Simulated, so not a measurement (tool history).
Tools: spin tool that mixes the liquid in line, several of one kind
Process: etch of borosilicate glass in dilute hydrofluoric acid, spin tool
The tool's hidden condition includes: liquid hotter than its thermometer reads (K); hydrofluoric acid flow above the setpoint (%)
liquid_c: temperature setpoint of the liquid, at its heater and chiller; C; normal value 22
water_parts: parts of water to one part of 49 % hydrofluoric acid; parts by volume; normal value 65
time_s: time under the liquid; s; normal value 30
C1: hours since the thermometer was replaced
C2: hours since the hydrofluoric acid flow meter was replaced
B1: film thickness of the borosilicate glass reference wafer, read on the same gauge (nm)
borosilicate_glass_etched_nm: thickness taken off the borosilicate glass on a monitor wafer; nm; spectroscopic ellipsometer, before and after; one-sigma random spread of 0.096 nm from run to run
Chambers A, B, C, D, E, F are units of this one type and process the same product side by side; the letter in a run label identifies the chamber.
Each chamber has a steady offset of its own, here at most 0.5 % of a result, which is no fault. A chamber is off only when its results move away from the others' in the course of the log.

run 1F hour=2.1 | liquid_c=22 water_parts=65 time_s=30 | C1=443.0 C2=258.1 | B1=140.02 | borosilicate_glass_etched_nm=10.6970
run 2E hour=5.7 | liquid_c=22 water_parts=65 time_s=30 | C1=575.3 C2=489.4 | B1=139.99 | borosilicate_glass_etched_nm=10.8950
run 3A hour=8.7 | liquid_c=22 water_parts=65 time_s=30 | C1=1359.0 C2=462.0 | B1=140.01 | borosilicate_glass_etched_nm=10.7510
run 4B hour=12.0 | liquid_c=22 water_parts=65 time_s=30 | C1=553.7 C2=142.7 | B1=139.99 | borosilicate_glass_etched_nm=10.8450
run 5D hour=16.0 | liquid_c=22 water_parts=65 time_s=40 | C1=223.5 C2=454.1 | B1=140.00 | borosilicate_glass_etched_nm=14.4510
run 6C hour=19.0 | liquid_c=22 water_parts=65 time_s=40 | C1=1132.6 C2=589.4 | B1=140.00 | borosilicate_glass_etched_nm=14.5280
run 7A hour=22.5 | liquid_c=22 water_parts=65 time_s=40 | C1=1372.8 C2=475.8 | B1=140.00 | borosilicate_glass_etched_nm=14.2600
run 8F hour=24.7 | liquid_c=22 water_parts=65 time_s=40 | C1=465.6 C2=280.7 | B1=140.00 | borosilicate_glass_etched_nm=14.5220
-- hour=25.3 chamber E: hydrofluoric acid flow meter replaced
run 9C hour=28.3 | liquid_c=22 water_parts=65 time_s=40 | C1=1141.9 C2=598.7 | B1=140.00 | borosilicate_glass_etched_nm=14.3770
run 10D hour=30.4 | liquid_c=22 water_parts=65 time_s=40 | C1=237.9 C2=468.5 | B1=140.01 | borosilicate_glass_etched_nm=14.5490
run 11E hour=33.7 | liquid_c=22 water_parts=65 time_s=30 | C1=603.3 C2=8.4 | B1=140.00 | borosilicate_glass_etched_nm=10.7080
run 12B hour=35.7 | liquid_c=22 water_parts=65 time_s=30 | C1=577.4 C2=166.4 | B1=140.01 | borosilicate_glass_etched_nm=10.7570
run 13F hour=40.0 | liquid_c=22 water_parts=65 time_s=30 | C1=480.9 C2=296.0 | B1=140.01 | borosilicate_glass_etched_nm=10.8650
run 14D hour=44.6 | liquid_c=22 water_parts=65 time_s=30 | C1=252.1 C2=482.7 | B1=140.01 | borosilicate_glass_etched_nm=10.7380
run 15B hour=47.7 | liquid_c=22 water_parts=55 time_s=25 | C1=589.4 C2=178.4 | B1=140.00 | borosilicate_glass_etched_nm=10.6580
run 16A hour=50.3 | liquid_c=22 water_parts=55 time_s=25 | C1=1400.6 C2=503.6 | B1=140.00 | borosilicate_glass_etched_nm=10.8070
run 17C hour=53.5 | liquid_c=22 water_parts=55 time_s=25 | C1=1167.1 C2=623.9 | B1=140.01 | borosilicate_glass_etched_nm=10.8120
run 18E hour=57.9 | liquid_c=22 water_parts=55 time_s=25 | C1=627.5 C2=32.6 | B1=140.01 | borosilicate_glass_etched_nm=10.7360
run 19A hour=62.0 | liquid_c=22 water_parts=55 time_s=25 | C1=1412.3 C2=515.3 | B1=140.01 | borosilicate_glass_etched_nm=10.8500
run 20C hour=65.4 | liquid_c=22 water_parts=55 time_s=25 | C1=1179.0 C2=635.8 | B1=139.99 | borosilicate_glass_etched_nm=11.1160
run 21E hour=68.9 | liquid_c=22 water_parts=65 time_s=30 | C1=638.5 C2=43.6 | B1=139.98 | borosilicate_glass_etched_nm=10.7540
run 22D hour=71.8 | liquid_c=22 water_parts=65 time_s=30 | C1=279.3 C2=509.9 | B1=140.00 | borosilicate_glass_etched_nm=10.8760
run 23F hour=76.4 | liquid_c=22 water_parts=65 time_s=30 | C1=517.3 C2=332.4 | B1=140.01 | borosilicate_glass_etched_nm=10.7390
run 24B hour=80.5 | liquid_c=22 water_parts=65 time_s=30 | C1=622.2 C2=211.2 | B1=140.01 | borosilicate_glass_etched_nm=10.6360
run 25A hour=82.6 | liquid_c=22 water_parts=65 time_s=30 | C1=1432.9 C2=535.9 | B1=140.02 | borosilicate_glass_etched_nm=10.7850
run 26B hour=86.7 | liquid_c=22 water_parts=95 time_s=40 | C1=628.4 C2=217.4 | B1=140.01 | borosilicate_glass_etched_nm=9.4705
run 27E hour=88.9 | liquid_c=22 water_parts=95 time_s=40 | C1=658.5 C2=63.6 | B1=140.00 | borosilicate_glass_etched_nm=9.5894
run 28C hour=92.9 | liquid_c=22 water_parts=95 time_s=40 | C1=1206.5 C2=663.3 | B1=140.01 | borosilicate_glass_etched_nm=10.1510
run 29D hour=96.7 | liquid_c=22 water_parts=95 time_s=40 | C1=304.2 C2=534.8 | B1=140.01 | borosilicate_glass_etched_nm=9.3881
run 30F hour=100.9 | liquid_c=22 water_parts=95 time_s=40 | C1=541.8 C2=356.9 | B1=140.01 | borosilicate_glass_etched_nm=9.5066
run 31D hour=103.7 | liquid_c=22 water_parts=95 time_s=40 | C1=311.2 C2=541.8 | B1=140.00 | borosilicate_glass_etched_nm=9.5363
run 32E hour=106.1 | liquid_c=22 water_parts=65 time_s=30 | C1=675.7 C2=80.8 | B1=140.00 | borosilicate_glass_etched_nm=10.7680
run 33A hour=109.2 | liquid_c=22 water_parts=65 time_s=30 | C1=1459.5 C2=562.5 | B1=139.99 | borosilicate_glass_etched_nm=10.7440
run 34F hour=113.8 | liquid_c=22 water_parts=65 time_s=30 | C1=554.7 C2=369.8 | B1=139.98 | borosilicate_glass_etched_nm=10.8470
run 35B hour=118.1 | liquid_c=22 water_parts=65 time_s=30 | C1=659.8 C2=248.8 | B1=139.99 | borosilicate_glass_etched_nm=10.5830
run 36C hour=120.7 | liquid_c=22 water_parts=65 time_s=30 | C1=1234.3 C2=691.1 | B1=139.99 | borosilicate_glass_etched_nm=11.6920
run 37D hour=123.2 | liquid_c=22 water_parts=65 time_s=30 | C1=330.7 C2=561.3 | B1=140.01 | borosilicate_glass_etched_nm=10.6710

Next, every chamber runs the same settings. What will each give?
run 38A hour=126.5 | liquid_c=22 water_parts=65 time_s=30 | borosilicate_glass_etched_nm=?
run 38B hour=126.5 | liquid_c=22 water_parts=65 time_s=30 | borosilicate_glass_etched_nm=?
run 38C hour=126.5 | liquid_c=22 water_parts=65 time_s=30 | borosilicate_glass_etched_nm=?
run 38D hour=126.5 | liquid_c=22 water_parts=65 time_s=30 | borosilicate_glass_etched_nm=?
run 38E hour=126.5 | liquid_c=22 water_parts=65 time_s=30 | borosilicate_glass_etched_nm=?
run 38F hour=126.5 | liquid_c=22 water_parts=65 time_s=30 | borosilicate_glass_etched_nm=?

run=38A borosilicate_glass_etched_nm=10.6660
run=38B borosilicate_glass_etched_nm=10.8420
run=38C borosilicate_glass_etched_nm=11.7540
run=38D borosilicate_glass_etched_nm=10.8370
run=38E borosilicate_glass_etched_nm=10.6990
run=38F borosilicate_glass_etched_nm=10.8190

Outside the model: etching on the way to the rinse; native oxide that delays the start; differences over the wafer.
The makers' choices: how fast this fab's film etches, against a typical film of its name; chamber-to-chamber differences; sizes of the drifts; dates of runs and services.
